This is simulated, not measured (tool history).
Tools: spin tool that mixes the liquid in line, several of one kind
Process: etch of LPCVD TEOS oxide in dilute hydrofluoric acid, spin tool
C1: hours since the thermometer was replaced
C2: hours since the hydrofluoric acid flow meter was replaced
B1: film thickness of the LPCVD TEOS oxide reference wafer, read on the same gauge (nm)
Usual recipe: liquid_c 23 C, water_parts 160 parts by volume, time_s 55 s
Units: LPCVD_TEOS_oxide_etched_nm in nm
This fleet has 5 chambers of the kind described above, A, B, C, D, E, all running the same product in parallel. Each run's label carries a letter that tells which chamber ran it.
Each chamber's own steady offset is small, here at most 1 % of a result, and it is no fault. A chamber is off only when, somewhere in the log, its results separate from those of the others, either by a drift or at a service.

Run 1A, hour 6.8: usual settings; C1 106.9; C2 159.2; B1 139.96. Result: LPCVD_TEOS_oxide_etched_nm 7.0492 nm.
Run 2E, hour 10.5: usual settings; C1 63.7; C2 511.2; B1 140.01. Result: LPCVD_TEOS_oxide_etched_nm 7.1931 nm.
Run 3C, hour 16.4: usual settings; C1 452.5; C2 304.9; B1 140.05. Result: LPCVD_TEOS_oxide_etched_nm 7.1063 nm.
Run 4D, hour 22.6: usual settings; C1 1237.8; C2 424.8; B1 140. Result: LPCVD_TEOS_oxide_etched_nm 7.135 nm.
Run 5B, hour 28: usual settings; C1 1594.7; C2 370.7; B1 139.96. Result: LPCVD_TEOS_oxide_etched_nm 7.1878 nm.
Run 6A, hour 35.3: usual settings; C1 135.4; C2 187.7; B1 140.02. Result: LPCVD_TEOS_oxide_etched_nm 6.8702 nm.
Run 7E, hour 41.8: usual settings but liquid_c 20.5 C, water_parts 200 parts by volume; C1 95; C2 542.5; B1 140.01. Result: LPCVD_TEOS_oxide_etched_nm 4.9954 nm.
Run 8B, hour 49.5: usual settings but liquid_c 20.5 C, water_parts 200 parts by volume; C1 1616.2; C2 392.2; B1 140.01. Result: LPCVD_TEOS_oxide_etched_nm 4.8857 nm.
Run 9D, hour 55.8: usual settings but liquid_c 20.5 C, water_parts 200 parts by volume; C1 1271; C2 458; B1 140.02. Result: LPCVD_TEOS_oxide_etched_nm 4.8792 nm.
Run 10C, hour 59.8: usual settings but liquid_c 20.5 C, water_parts 200 parts by volume; C1 495.9; C2 348.3; B1 139.99. Result: LPCVD_TEOS_oxide_etched_nm 4.9631 nm.
Run 11B, hour 63.3: usual settings but liquid_c 20.5 C, water_parts 200 parts by volume; C1 1630; C2 406; B1 139.97. Result: LPCVD_TEOS_oxide_etched_nm 4.8367 nm.
Run 12D, hour 70.5: usual settings; C1 1285.7; C2 472.7; B1 139.93. Result: LPCVD_TEOS_oxide_etched_nm 7.0152 nm.
Run 13A, hour 74.9: usual settings; C1 175; C2 227.3; B1 140. Result: LPCVD_TEOS_oxide_etched_nm 6.9891 nm.
Run 14C, hour 79.7: usual settings; C1 515.8; C2 368.2; B1 139.97. Result: LPCVD_TEOS_oxide_etched_nm 7.0329 nm.
Run 15E, hour 83.3: usual settings; C1 136.5; C2 584; B1 139.98. Result: LPCVD_TEOS_oxide_etched_nm 7.1016 nm.
Run 16E, hour 90.1: usual settings; C1 143.3; C2 590.8; B1 140.02. Result: LPCVD_TEOS_oxide_etched_nm 7.0542 nm.
Run 17A, hour 94.8: usual settings; C1 194.9; C2 247.2; B1 139.93. Result: LPCVD_TEOS_oxide_etched_nm 6.9255 nm.
Run 18B, hour 99.8: usual settings; C1 1666.5; C2 442.5; B1 140. Result: LPCVD_TEOS_oxide_etched_nm 6.9785 nm.
Run 19C, hour 106.1: usual settings; C1 542.2; C2 394.6; B1 140.01. Result: LPCVD_TEOS_oxide_etched_nm 7.0498 nm.
Run 20D, hour 110.5: usual settings; C1 1325.7; C2 512.7; B1 140. Result: LPCVD_TEOS_oxide_etched_nm 7.0272 nm.
Run 21D, hour 117.8: usual settings; C1 1333; C2 520; B1 139.99. Result: LPCVD_TEOS_oxide_etched_nm 7.0462 nm.
Run 22B, hour 124.5: usual settings; C1 1691.2; C2 467.2; B1 140.01. Result: LPCVD_TEOS_oxide_etched_nm 6.9665 nm.
Run 23E, hour 129.2: usual settings but liquid_c 27 C, time_s 35 s; C1 182.4; C2 629.9; B1 140.05. Result: LPCVD_TEOS_oxide_etched_nm 5.1961 nm.
Run 24C, hour 134.8: usual settings but liquid_c 27 C, time_s 35 s; C1 570.9; C2 423.3; B1 139.99. Result: LPCVD_TEOS_oxide_etched_nm 5.1973 nm.
Run 25A, hour 138.4: usual settings but liquid_c 27 C, time_s 35 s; C1 238.5; C2 290.8; B1 140.02. Result: LPCVD_TEOS_oxide_etched_nm 5.2098 nm.
Run 26C, hour 143.7: usual settings but liquid_c 27 C, time_s 35 s; C1 579.8; C2 432.2; B1 140.02. Result: LPCVD_TEOS_oxide_etched_nm 5.2298 nm.
Run 27A, hour 151: usual settings but liquid_c 27 C, time_s 35 s; C1 251.1; C2 303.4; B1 139.98. Result: LPCVD_TEOS_oxide_etched_nm 5.2286 nm.
Run 28E, hour 158.3: usual settings; C1 211.5; C2 659; B1 139.99. Result: LPCVD_TEOS_oxide_etched_nm 7.2203 nm.
Run 29D, hour 163.3: usual settings; C1 1378.5; C2 565.5; B1 140.07. Result: LPCVD_TEOS_oxide_etched_nm 6.9458 nm.
Run 30B, hour 169.4: usual settings; C1 1736.1; C2 512.1; B1 139.98. Result: LPCVD_TEOS_oxide_etched_nm 7.0147 nm.
Run 31B, hour 174.8: usual settings; C1 1741.5; C2 517.5; B1 140.05. Result: LPCVD_TEOS_oxide_etched_nm 7.0731 nm.
Run 32D, hour 180.7: usual settings; C1 1395.9; C2 582.9; B1 139.99. Result: LPCVD_TEOS_oxide_etched_nm 7.0892 nm.
Run 33C, hour 184.9: usual settings; C1 621; C2 473.4; B1 139.94. Result: LPCVD_TEOS_oxide_etched_nm 6.9541 nm.
Run 34E, hour 192: usual settings but water_parts 215 parts by volume; C1 245.2; C2 692.7; B1 140.02. Result: LPCVD_TEOS_oxide_etched_nm 4.906 nm.
Run 35A, hour 199.3: usual settings but water_parts 215 parts by volume; C1 299.4; C2 351.7; B1 139.97. Result: LPCVD_TEOS_oxide_etched_nm 4.7904 nm.
Run 36A, hour 204.8: usual settings but water_parts 215 parts by volume; C1 304.9; C2 357.2; B1 139.98. Result: LPCVD_TEOS_oxide_etched_nm 4.9662 nm.
Run 37E, hour 209.8: usual settings but water_parts 215 parts by volume; C1 263; C2 710.5; B1 139.98. Result: LPCVD_TEOS_oxide_etched_nm 4.9918 nm.

Decide between three cases: one chamber stands off from its peers, the gauge reading all wafers drifts, or nothing is wrong past each chamber's small offset. Where a chamber is off, say which and what most likely put it there.

Nothing is wrong: each chamber keeps only its own small, steady offset and the gauge holds still.

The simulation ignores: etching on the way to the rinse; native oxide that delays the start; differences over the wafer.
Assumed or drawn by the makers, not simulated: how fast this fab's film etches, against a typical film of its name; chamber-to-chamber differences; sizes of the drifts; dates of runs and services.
